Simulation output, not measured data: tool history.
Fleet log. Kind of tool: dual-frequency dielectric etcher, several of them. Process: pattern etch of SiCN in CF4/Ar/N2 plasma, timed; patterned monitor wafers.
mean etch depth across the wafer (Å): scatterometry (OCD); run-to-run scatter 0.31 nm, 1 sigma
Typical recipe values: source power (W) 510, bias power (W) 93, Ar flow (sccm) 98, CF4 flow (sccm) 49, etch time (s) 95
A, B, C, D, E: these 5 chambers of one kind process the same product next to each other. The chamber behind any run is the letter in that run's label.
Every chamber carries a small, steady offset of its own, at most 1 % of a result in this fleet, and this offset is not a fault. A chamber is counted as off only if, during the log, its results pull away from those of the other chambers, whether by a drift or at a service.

run,hour,source power (W),bias power (W),Ar flow (sccm),CF4 flow (sccm),etch time (s),hours since the last wet clean,hours since the last source power generator calibration,hours since the last bias power generator calibration,hours since the last Ar flow controller change,hours since the last CF4 flow controller change,"read-back reference wafer on the same gauge, depth_nm",mean etch depth across the wafer (Å)
1C,2.5,510,93,98,49,95,351.9,982.1,2573.2,284,345.9,85.771,952.26
2A,6.7,510,93,98,49,95,372.1,925.4,1677.9,5436.7,1500.4,85.824,946.84
3E,9,510,93,98,49,95,446,1953.8,3862.5,3203.4,5471.7,85.825,954.41
4B,11.5,510,93,98,49,95,457.4,2295.9,704.1,2500.7,1024.8,85.759,942.56
5D,15.2,510,93,98,49,95,193.3,631.1,2512.5,4882,2153.5,85.7,947.21
6C,17.7,510,93,98,49,95,367.1,997.3,2588.4,299.2,361.1,85.766,954.45
7E,20.1,510,93,98,49,95,457.1,1964.9,3873.6,3214.5,5482.8,85.834,952.87
8B,23.3,510,93,98,49,95,469.2,2307.7,715.9,2512.5,1036.6,85.789,944.03
# hour 25.3: chamber B: wet clean of the chamber
9A,27.1,510,93,98,49,95,392.5,945.8,1698.3,5457.1,1520.8,85.78,947.66
10D,30.8,510,93,98,49,95,208.9,646.7,2528.1,4897.6,2169.1,85.797,949.36
11A,34.7,510,93,98,49,95,400.1,953.4,1705.9,5464.7,1528.4,85.827,942.43
12B,37.4,510,93,98,49,95,12.2,2321.8,730,2526.6,1050.7,85.846,941.6
13C,40.1,510,93,98,49,95,389.5,1019.7,2610.8,321.6,383.5,85.734,950.23
14D,42.9,510,93,98,49,95,221,658.8,2540.2,4909.7,2181.2,85.782,954.36
15E,46,510,93,98,49,95,483,1990.8,3899.5,3240.4,5508.7,85.831,952.83
# hour 46.9: chamber E: CF4 flow controller replaced
16E,50.3,510,93,98,49,95,487.3,1995.1,3903.8,3244.7,3.5,85.796,946.51
17B,52.5,510,93,98,49,95,27.3,2336.9,745.1,2541.7,1065.8,85.724,944.7
18D,55.3,510,93,98,49,72.5,233.4,671.2,2552.6,4922.1,2193.6,85.778,722.58
19A,59.5,510,93,98,49,72.5,424.9,978.2,1730.7,5489.5,1553.2,85.823,719.56
20C,61.6,510,93,98,49,72.5,411,1041.2,2632.3,343.1,405,85.812,728.27
21B,65.8,510,93,98,49,72.5,40.6,2350.2,758.4,2555,1079.1,85.797,723.17
22D,68.7,510,93,98,49,72.5,246.8,684.6,2566,4935.5,2207,85.819,723.58
23A,70.6,510,93,84,49,95,436,989.3,1741.8,5500.6,1564.3,85.794,960.35
24C,74.3,510,93,84,49,95,423.7,1053.9,2645,355.8,417.7,85.713,978.47
25E,76.2,510,93,84,49,95,513.2,2021,3929.7,3270.6,29.4,85.796,972.93
26D,80.4,510,93,84,49,95,258.5,696.3,2577.7,4947.2,2218.7,85.801,970.28
27C,83.8,510,93,84,49,95,433.2,1063.4,2654.5,365.3,427.2,85.799,983.96
28B,87.9,570,93,98,41,95,62.7,2372.3,780.5,2577.1,1101.2,85.835,1007.9
29E,91.9,570,93,98,41,95,528.9,2036.7,3945.4,3286.3,45.1,85.747,1017.5
30A,94.3,570,93,98,41,95,459.7,1013,1765.5,5524.3,1588,85.796,1014.1
31B,96.9,570,93,98,41,95,71.7,2381.3,789.5,2586.1,1110.2,85.795,1004.7
32C,99.6,570,93,98,41,95,449,1079.2,2670.3,381.1,443,85.815,1033.2
33D,102.6,430,93,98,49,121,280.7,718.5,2599.9,4969.4,2240.9,85.895,1053.7
34A,106.8,430,93,98,49,121,472.2,1025.5,1778,5536.8,1600.5,85.807,1043
35E,110.2,430,93,98,49,121,547.2,2055,3963.7,3304.6,63.4,85.725,1048.7
36B,112.3,430,93,98,49,121,87.1,2396.7,804.9,2601.5,1125.6,85.739,1037.5
37E,114.9,430,93,98,49,121,551.9,2059.7,3968.4,3309.3,68.1,85.864,1037.9
38A,118.9,510,93,98,49,95,484.3,1037.6,1790.1,5548.9,1612.6,85.711,940.38
39C,121.7,510,93,98,49,95,471.1,1101.3,2692.4,403.2,465.1,85.8,971.99
40D,125,430,85,98,49,95,303.1,740.9,2622.3,4991.8,2263.3,85.749,797.08
41D,129,430,85,98,49,95,307.1,744.9,2626.3,4995.8,2267.3,85.806,794.34
42C,132.3,430,85,98,49,95,481.7,1111.9,2703,413.8,475.7,85.748,807.35
43E,135.1,430,85,98,49,95,572.1,2079.9,3988.6,3329.5,88.3,85.781,791.22
44B,138.1,430,85,98,49,95,112.9,2422.5,830.7,2627.3,1151.4,85.778,787.11

Does one chamber stand apart from the rest, does the shared gauge drift, or is all well apart from small per-chamber offsets? Give the chamber and the most likely cause, where there is one.

Chamber C drifts away from the others.
Likeliest cause: source power that arrives over what is set, % = 3.11.
The log may not tell that from: etch rate over this chamber's usual, %.

Below are 4 candidate recipes for chamber C's next run, each the usual settings with a change, their results shown as question marks. Which of them brings C's results back in line with what the other chambers give on the usual settings?
Allowed miss from the other chambers' usual-settings mean, per result, to count as in line: mean etch depth across the wafer (Å) 11
45C-1,141.2,510,93,98,49,95.5,,,,,,,?
45C-2,141.2,510,93,98,59,95,,,,,,,?
45C-3,141.2,510,87,101,49,95,,,,,,,?
45C-4,141.2,510,93,98,49,94.5,,,,,,,?

Mean of the other chambers on the usual settings: mean etch depth across the wafer (Å) 947.24
run,mean etch depth across the wafer (Å)
45C-1,979.39
45C-2,1001
45C-3,945.37
45C-4,969.14
45C-3 is the one that brings the chamber's results back in line with the other chambers.
